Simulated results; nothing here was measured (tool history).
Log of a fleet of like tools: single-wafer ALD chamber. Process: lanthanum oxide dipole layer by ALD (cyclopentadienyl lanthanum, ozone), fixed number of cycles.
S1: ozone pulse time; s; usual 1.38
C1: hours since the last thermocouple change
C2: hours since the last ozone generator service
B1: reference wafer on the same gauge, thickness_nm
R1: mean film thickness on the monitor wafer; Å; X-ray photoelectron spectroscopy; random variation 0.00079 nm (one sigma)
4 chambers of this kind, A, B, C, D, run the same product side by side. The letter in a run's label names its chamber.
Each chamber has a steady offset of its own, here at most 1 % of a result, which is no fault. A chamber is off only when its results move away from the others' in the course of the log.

run   hour    S1      C1      C2       B1      R1
 1B   13.4  1.38  1433.3   437.9  0.58476  5.4133
 2C   23.5  1.38     193   238.5  0.58466  5.4168
 3D     36  1.38  1446.1     691  0.58455  5.4248
 4A   47.5  1.38  1594.7    1271   0.5845  5.4509
 5D   57.5  1.38  1467.6   712.5  0.58424  5.4245
 6C   71.4  1.38   240.9   286.4  0.58417  5.4082
 7A   79.2  1.38  1626.4  1302.7  0.58423  5.4259
 8B   87.4  1.38  1507.3   511.9  0.58398  5.4181
 9A   98.3  1.38  1645.5  1321.8  0.58381  5.4222
10B  109.8  1.88  1529.7   534.3  0.58363  5.6408
11D  119.2  1.88  1529.3   774.2  0.58343  5.6472
12C  132.8  1.88   302.3   347.8  0.58317  5.6231
13B  140.3  1.88  1560.2   564.8  0.58334  5.6426
     152.3  -- chamber B: thermocouple changed; heater temperature recalibrated
14C  154.4  1.08   323.9   369.4    0.583  5.0962
15D    166  1.08  1576.1     821  0.58316   5.109
16A  174.2  1.08  1721.4  1397.7  0.58285  5.1115
17A  183.2  1.08  1730.4  1406.7  0.58279  5.1084
18C  194.3  1.38   363.8   409.3  0.58268  5.3912
19D  205.9  1.38    1616   860.9  0.58254   5.411
20B  219.9  1.38    67.6   644.4  0.58243  5.3797
21D  227.1  1.38  1637.2   882.1  0.58234  5.4121
22B  236.8  1.38    84.5   661.3  0.58211  5.3904
23C  244.3  1.38   413.8   459.3   0.5818  5.3917
24A  253.9  1.38  1801.1  1477.4  0.58175  5.4196
25A  266.1  1.38  1813.3  1489.6  0.58189  5.4031
26C  273.3  1.38   442.8   488.3  0.58163  5.3934

All 4 chambers run these settings next. Forecast each chamber's results:
27A  283.8  1.38               ?
27B  283.8  1.38               ?
27C  283.8  1.38               ?
27D  283.8  1.38               ?

run      R1
27A  5.4085
27B  5.3792
27C  5.3906
27D  5.3833

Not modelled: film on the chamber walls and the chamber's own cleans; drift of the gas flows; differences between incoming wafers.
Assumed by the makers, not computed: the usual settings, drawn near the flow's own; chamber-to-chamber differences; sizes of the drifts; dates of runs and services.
